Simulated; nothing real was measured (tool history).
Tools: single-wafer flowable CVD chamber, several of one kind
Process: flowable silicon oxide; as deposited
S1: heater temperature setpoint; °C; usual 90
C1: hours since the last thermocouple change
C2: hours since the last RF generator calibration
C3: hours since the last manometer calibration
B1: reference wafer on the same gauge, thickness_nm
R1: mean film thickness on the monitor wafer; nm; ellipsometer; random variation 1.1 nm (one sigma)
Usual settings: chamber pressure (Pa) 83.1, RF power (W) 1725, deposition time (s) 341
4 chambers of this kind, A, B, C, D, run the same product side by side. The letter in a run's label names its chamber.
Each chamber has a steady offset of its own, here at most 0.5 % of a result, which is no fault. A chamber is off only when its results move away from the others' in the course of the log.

run 1B day=0.188 | S1=90 chamber_pressure_(Pa)=83.1 RF_power_(W)=1725 deposition_time_(s)=341 | C1=1183.6 C2=1490.8 C3=720.4 | B1=173.19 | R1=199.07
run 2D day=0.404 | S1=90 chamber_pressure_(Pa)=83.1 RF_power_(W)=1725 deposition_time_(s)=341 | C1=904.1 C2=839.7 C3=885.7 | B1=172.94 | R1=201.57
run 3C day=0.642 | S1=90 chamber_pressure_(Pa)=83.1 RF_power_(W)=1725 deposition_time_(s)=341 | C1=410.4 C2=760.8 C3=904.4 | B1=173.10 | R1=200.81
-- day=0.804 chamber B: RF generator calibrated
run 4A day=0.883 | S1=90 chamber_pressure_(Pa)=83.1 RF_power_(W)=1725 deposition_time_(s)=341 | C1=463.4 C2=1729.1 C3=1833.2 | B1=173.09 | R1=198.60
run 5A day=1.100 | S1=90 chamber_pressure_(Pa)=83.1 RF_power_(W)=1725 deposition_time_(s)=341 | C1=468.6 C2=1734.3 C3=1838.4 | B1=173.10 | R1=200.45
run 6C day=1.300 | S1=90 chamber_pressure_(Pa)=83.1 RF_power_(W)=1725 deposition_time_(s)=341 | C1=426.2 C2=776.6 C3=920.2 | B1=172.84 | R1=200.69
run 7D day=1.458 | S1=90 chamber_pressure_(Pa)=83.1 RF_power_(W)=1725 deposition_time_(s)=341 | C1=929.4 C2=865.0 C3=911.0 | B1=173.09 | R1=201.74
run 8B day=1.604 | S1=90 chamber_pressure_(Pa)=83.1 RF_power_(W)=1725 deposition_time_(s)=341 | C1=1217.6 C2=19.3 C3=754.4 | B1=172.92 | R1=199.45
run 9D day=1.804 | S1=90 chamber_pressure_(Pa)=83.1 RF_power_(W)=1725 deposition_time_(s)=341 | C1=937.7 C2=873.3 C3=919.3 | B1=173.02 | R1=201.29
-- day=1.958 chamber D: thermocouple changed; heater temperature recalibrated
run 10A day=2.050 | S1=90 chamber_pressure_(Pa)=83.1 RF_power_(W)=1725 deposition_time_(s)=341 | C1=491.4 C2=1757.1 C3=1861.2 | B1=173.02 | R1=200.76
run 11B day=2.242 | S1=90 chamber_pressure_(Pa)=90.1 RF_power_(W)=1725 deposition_time_(s)=280 | C1=1232.9 C2=34.6 C3=769.7 | B1=173.09 | R1=184.86
run 12C day=2.458 | S1=90 chamber_pressure_(Pa)=90.1 RF_power_(W)=1725 deposition_time_(s)=280 | C1=454.0 C2=804.4 C3=948.0 | B1=172.91 | R1=183.87
run 13D day=2.625 | S1=90 chamber_pressure_(Pa)=90.1 RF_power_(W)=1725 deposition_time_(s)=280 | C1=16.1 C2=893.0 C3=939.0 | B1=173.12 | R1=182.99
run 14C day=2.775 | S1=90 chamber_pressure_(Pa)=90.1 RF_power_(W)=1725 deposition_time_(s)=280 | C1=461.6 C2=812.0 C3=955.6 | B1=172.97 | R1=185.39
run 15B day=2.996 | S1=90 chamber_pressure_(Pa)=83.1 RF_power_(W)=1725 deposition_time_(s)=341 | C1=1251.0 C2=52.7 C3=787.8 | B1=173.00 | R1=199.43
run 16A day=3.158 | S1=90 chamber_pressure_(Pa)=83.1 RF_power_(W)=1725 deposition_time_(s)=341 | C1=518.0 C2=1783.7 C3=1887.8 | B1=172.90 | R1=201.13
run 17C day=3.338 | S1=90 chamber_pressure_(Pa)=83.1 RF_power_(W)=1505 deposition_time_(s)=341 | C1=475.1 C2=825.5 C3=969.1 | B1=172.98 | R1=192.02
run 18B day=3.575 | S1=90 chamber_pressure_(Pa)=83.1 RF_power_(W)=1505 deposition_time_(s)=341 | C1=1264.9 C2=66.6 C3=801.7 | B1=173.19 | R1=191.63
run 19A day=3.817 | S1=90 chamber_pressure_(Pa)=83.1 RF_power_(W)=1505 deposition_time_(s)=341 | C1=533.8 C2=1799.5 C3=1903.6 | B1=172.89 | R1=194.72
run 20D day=3.996 | S1=90 chamber_pressure_(Pa)=83.1 RF_power_(W)=1505 deposition_time_(s)=341 | C1=49.0 C2=925.9 C3=971.9 | B1=172.80 | R1=193.06
run 21D day=4.138 | S1=90 chamber_pressure_(Pa)=83.1 RF_power_(W)=1725 deposition_time_(s)=341 | C1=52.4 C2=929.3 C3=975.3 | B1=172.94 | R1=200.08
run 22C day=4.354 | S1=90 chamber_pressure_(Pa)=83.1 RF_power_(W)=1725 deposition_time_(s)=341 | C1=499.5 C2=849.9 C3=993.5 | B1=172.99 | R1=199.33
run 23B day=4.521 | S1=90 chamber_pressure_(Pa)=83.1 RF_power_(W)=1725 deposition_time_(s)=341 | C1=1287.6 C2=89.3 C3=824.4 | B1=172.88 | R1=199.12
run 24A day=4.692 | S1=90 chamber_pressure_(Pa)=83.1 RF_power_(W)=1725 deposition_time_(s)=279 | C1=554.8 C2=1820.5 C3=1924.6 | B1=173.07 | R1=168.77
run 25C day=4.833 | S1=90 chamber_pressure_(Pa)=83.1 RF_power_(W)=1725 deposition_time_(s)=279 | C1=511.0 C2=861.4 C3=1005.0 | B1=173.07 | R1=164.07
run 26B day=4.992 | S1=90 chamber_pressure_(Pa)=83.1 RF_power_(W)=1725 deposition_time_(s)=279 | C1=1298.9 C2=100.6 C3=835.7 | B1=173.14 | R1=163.34
run 27A day=5.242 | S1=90 chamber_pressure_(Pa)=83.1 RF_power_(W)=1725 deposition_time_(s)=279 | C1=568.0 C2=1833.7 C3=1937.8 | B1=172.89 | R1=170.76
run 28D day=5.421 | S1=90 chamber_pressure_(Pa)=83.1 RF_power_(W)=1725 deposition_time_(s)=341 | C1=83.2 C2=960.1 C3=1006.1 | B1=173.01 | R1=199.28
run 29D day=5.625 | S1=90 chamber_pressure_(Pa)=83.1 RF_power_(W)=1725 deposition_time_(s)=341 | C1=88.1 C2=965.0 C3=1011.0 | B1=172.94 | R1=201.49
run 30C day=5.812 | S1=90 chamber_pressure_(Pa)=83.1 RF_power_(W)=1725 deposition_time_(s)=341 | C1=534.5 C2=884.9 C3=1028.5 | B1=172.93 | R1=201.47
run 31A day=5.950 | S1=90 chamber_pressure_(Pa)=83.1 RF_power_(W)=1725 deposition_time_(s)=341 | C1=585.0 C2=1850.7 C3=1954.8 | B1=172.92 | R1=209.79

Next, every chamber runs the same settings. What will each give?
run 32A day=6.129 | S1=79 chamber_pressure_(Pa)=83.1 RF_power_(W)=1725 deposition_time_(s)=341 | R1=?
run 32B day=6.129 | S1=79 chamber_pressure_(Pa)=83.1 RF_power_(W)=1725 deposition_time_(s)=341 | R1=?
run 32C day=6.129 | S1=79 chamber_pressure_(Pa)=83.1 RF_power_(W)=1725 deposition_time_(s)=341 | R1=?
run 32D day=6.129 | S1=79 chamber_pressure_(Pa)=83.1 RF_power_(W)=1725 deposition_time_(s)=341 | R1=?

run=32A R1=287.34
run=32B R1=277.94
run=32C R1=277.99
run=32D R1=277.95
